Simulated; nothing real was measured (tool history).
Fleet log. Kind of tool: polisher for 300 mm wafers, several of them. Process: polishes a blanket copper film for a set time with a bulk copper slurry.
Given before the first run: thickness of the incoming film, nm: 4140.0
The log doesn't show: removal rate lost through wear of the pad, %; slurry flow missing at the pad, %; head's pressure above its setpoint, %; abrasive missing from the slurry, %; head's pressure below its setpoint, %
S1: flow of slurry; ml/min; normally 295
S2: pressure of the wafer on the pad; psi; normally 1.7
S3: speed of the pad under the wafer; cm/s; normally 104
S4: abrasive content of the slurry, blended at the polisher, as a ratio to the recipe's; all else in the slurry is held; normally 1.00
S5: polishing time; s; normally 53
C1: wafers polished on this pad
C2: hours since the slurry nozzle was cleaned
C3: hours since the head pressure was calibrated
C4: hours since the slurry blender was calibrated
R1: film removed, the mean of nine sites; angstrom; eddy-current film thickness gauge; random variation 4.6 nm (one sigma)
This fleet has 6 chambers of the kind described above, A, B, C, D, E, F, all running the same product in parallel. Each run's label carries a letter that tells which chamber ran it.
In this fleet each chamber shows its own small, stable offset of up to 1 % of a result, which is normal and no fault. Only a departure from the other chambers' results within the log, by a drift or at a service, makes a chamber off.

Run 1F, hour 6.0: usual settings; C1 725; C2 130.0; C3 190.7; C4 116.3. Result: R1 3406.4 angstrom.
At hour 14.6: chamber B: worn pad replaced by a new one.
Run 2C, hour 16.5: usual settings; C1 1082; C2 60.3; C3 143.3; C4 108.5. Result: R1 3420.6 angstrom.
At hour 21.0: chamber C: worn pad replaced by a new one.
At hour 21.4: chamber B: slurry nozzle cleaned.
Run 3B, hour 24.3: usual settings; C1 128; C2 2.9; C3 667.6; C4 161.0. Result: R1 3351.5 angstrom.
At hour 29.0: chamber A: worn pad replaced by a new one.
Run 4E, hour 31.4: usual settings; C1 539; C2 340.7; C3 278.1; C4 120.7. Result: R1 3408.6 angstrom.
At hour 33.2: chamber D: worn pad replaced by a new one.
Run 5D, hour 41.7: usual settings; C1 112; C2 380.8; C3 85.2; C4 118.5. Result: R1 3415.2 angstrom.
At hour 46.4: chamber E: worn pad replaced by a new one.
Run 6A, hour 48.9: usual settings; C1 262; C2 96.1; C3 1083.5; C4 154.7. Result: R1 3300.3 angstrom.
Run 7D, hour 58.2: usual settings; C1 329; C2 397.3; C3 101.7; C4 135.0. Result: R1 3360.5 angstrom.
At hour 59.7: chamber F: slurry nozzle cleaned.
At hour 60.1: chamber B: slurry blender recalibrated.
At hour 63.1: chamber E: slurry blender recalibrated.
Run 8A, hour 67.2: usual settings; C1 502; C2 114.4; C3 1101.8; C4 173.0. Result: R1 3447.0 angstrom.
At hour 73.1: chamber B: worn pad replaced by a new one.
Run 9B, hour 75.2: usual settings; C1 28; C2 53.8; C3 718.5; C4 15.1. Result: R1 3330.7 angstrom.
At hour 78.9: chamber F: slurry blender recalibrated.
At hour 81.5: chamber A: head pressure recalibrated.
Run 10C, hour 84.5: usual settings; C1 834; C2 128.3; C3 211.3; C4 176.5. Result: R1 3370.9 angstrom.
Run 11F, hour 90.2: usual settings; C1 1831; C2 30.6; C3 274.9; C4 11.4. Result: R1 3307.0 angstrom.
At hour 95.5: chamber D: slurry blender recalibrated.
At hour 97.8: chamber C: worn pad replaced by a new one.
Run 12E, hour 98.6: usual settings; C1 686; C2 407.9; C3 345.3; C4 35.5. Result: R1 3366.6 angstrom.
At hour 100.0: chamber E: slurry nozzle cleaned.
At hour 104.6: chamber E: worn pad replaced by a new one.
At hour 108.3: chamber A: worn pad replaced by a new one.
Run 13F, hour 108.8: usual settings; C1 2076; C2 49.2; C3 293.5; C4 30.0. Result: R1 3278.0 angstrom.
At hour 110.9: chamber A: slurry blender recalibrated.
Run 14C, hour 116.2: usual settings; C1 242; C2 160.0; C3 243.0; C4 208.2. Result: R1 3440.4 angstrom.
Run 15B, hour 127.8: usual settings; C1 719; C2 106.4; C3 771.1; C4 67.7. Result: R1 3343.2 angstrom.
At hour 129.1: chamber B: worn pad replaced by a new one.
At hour 129.4: chamber D: worn pad replaced by a new one.
At hour 131.4: chamber B: head pressure recalibrated.
Run 16A, hour 135.0: usual settings; C1 350; C2 182.2; C3 53.5; C4 24.1. Result: R1 3421.8 angstrom.
Run 17E, hour 145.9: usual settings but S1 370 ml/min, S4 0.85; C1 543; C2 45.9; C3 392.6; C4 82.8. Result: R1 3314.4 angstrom.
Run 18D, hour 156.1: usual settings but S1 370 ml/min, S4 0.85; C1 352; C2 495.2; C3 199.6; C4 60.6. Result: R1 3333.4 angstrom.
At hour 157.0: chamber E: head pressure recalibrated.
Run 19D, hour 166.2: usual settings but S1 370 ml/min, S4 0.85; C1 484; C2 505.3; C3 209.7; C4 70.7. Result: R1 3363.8 angstrom.
At hour 173.9: chamber A: worn pad replaced by a new one.
At hour 175.1: chamber E: worn pad replaced by a new one.
Run 20B, hour 176.7: usual settings but S1 370 ml/min, S4 0.85; C1 626; C2 155.3; C3 45.3; C4 116.6. Result: R1 3347.8 angstrom.
At hour 185.6: chamber C: worn pad replaced by a new one.
Run 21E, hour 187.0: usual settings but S1 370 ml/min, S4 0.85; C1 156; C2 87.0; C3 30.0; C4 123.9. Result: R1 3414.6 angstrom.
At hour 194.7: chamber B: worn pad replaced by a new one.
At hour 197.6: chamber E: slurry blender recalibrated.
Run 22A, hour 198.5: usual settings but S1 370 ml/min, S4 0.85; C1 323; C2 245.7; C3 117.0; C4 87.6. Result: R1 3352.4 angstrom.
Run 23F, hour 204.2: usual settings but S2 1.3 psi, S4 1.15; C1 3330; C2 144.6; C3 388.9; C4 125.4. Result: R1 2536.8 angstrom.
Run 24C, hour 210.3: usual settings but S2 1.3 psi, S4 1.15; C1 325; C2 254.1; C3 337.1; C4 302.3. Result: R1 2660.1 angstrom.
At hour 216.3: chamber C: slurry blender recalibrated.
Run 25D, hour 220.4: usual settings but S2 1.3 psi, S4 1.15; C1 1197; C2 559.5; C3 263.9; C4 124.9. Result: R1 2707.4 angstrom.
Run 26B, hour 226.2: usual settings but S2 1.3 psi, S4 1.15; C1 414; C2 204.8; C3 94.8; C4 166.1. Result: R1 2681.6 angstrom.
At hour 229.5: chamber D: worn pad replaced by a new one.
Run 27A, hour 235.0: usual settings but S2 1.3 psi, S4 1.15; C1 803; C2 282.2; C3 153.5; C4 124.1. Result: R1 2660.5 angstrom.
Run 28F, hour 241.0: usual settings but S2 1.3 psi, S4 1.15; C1 3813; C2 181.4; C3 425.7; C4 162.2. Result: R1 2434.6 angstrom.
At hour 244.7: chamber E: worn pad replaced by a new one.
Run 29C, hour 250.5: usual settings; C1 854; C2 294.3; C3 377.3; C4 34.3. Result: R1 3467.0 angstrom.
At hour 252.2: chamber A: worn pad replaced by a new one.
At hour 260.3: chamber B: worn pad replaced by a new one.
Run 30E, hour 261.6: usual settings; C1 222; C2 161.6; C3 104.6; C4 64.0. Result: R1 3299.2 angstrom.
At hour 267.7: chamber B: slurry blender recalibrated.
Run 31A, hour 272.0: usual settings but S3 116 cm/s, S5 71 s; C1 261; C2 319.2; C3 190.5; C4 161.1. Result: R1 5095.0 angstrom.
At hour 279.3: chamber F: slurry nozzle cleaned.
Run 32B, hour 280.4: usual settings but S3 116 cm/s, S5 71 s; C1 265; C2 259.0; C3 149.0; C4 12.8. Result: R1 5175.8 angstrom.
At hour 281.1: chamber D: slurry blender recalibrated.
At hour 281.4: chamber C: worn pad replaced by a new one.
At hour 282.0: chamber F: slurry blender recalibrated.
Run 33C, hour 286.5: usual settings but S3 116 cm/s, S5 71 s; C1 67; C2 330.3; C3 413.3; C4 70.3. Result: R1 4959.5 angstrom.
Run 34F, hour 293.7: usual settings but S3 116 cm/s, S5 71 s; C1 4506; C2 14.4; C3 478.4; C4 11.8. Result: R1 4650.9 angstrom.
Run 35E, hour 298.9: usual settings but S3 116 cm/s, S5 71 s; C1 713; C2 198.9; C3 141.9; C4 101.3. Result: R1 5008.7 angstrom.
Run 36D, hour 304.9: usual settings but S3 116 cm/s, S5 71 s; C1 991; C2 644.0; C3 348.4; C4 23.8. Result: R1 5064.1 angstrom.
At hour 311.7: chamber E: worn pad replaced by a new one.
Run 37E, hour 313.0: usual settings; C1 18; C2 213.0; C3 156.0; C4 115.4. Result: R1 3434.7 angstrom.
At hour 313.3: chamber B: slurry nozzle cleaned.
At hour 319.2: chamber B: worn pad replaced by a new one.
Run 38B, hour 322.0: usual settings; C1 37; C2 8.8; C3 190.6; C4 54.4. Result: R1 3420.7 angstrom.

All chambers now run identical settings, listed one chamber a line with results as question marks. What results will each chamber show?
Run 39A, hour 330.3: usual settings. Result: R1 ?.
Run 39B, hour 330.3: usual settings. Result: R1 ?.
Run 39C, hour 330.3: usual settings. Result: R1 ?.
Run 39D, hour 330.3: usual settings. Result: R1 ?.
Run 39E, hour 330.3: usual settings. Result: R1 ?.
Run 39F, hour 330.3: usual settings. Result: R1 ?.

run      R1
39A  3354.9
39B  3366.8
39C  3410.7
39D  3431.2
39E  3355.2
39F  3008.8
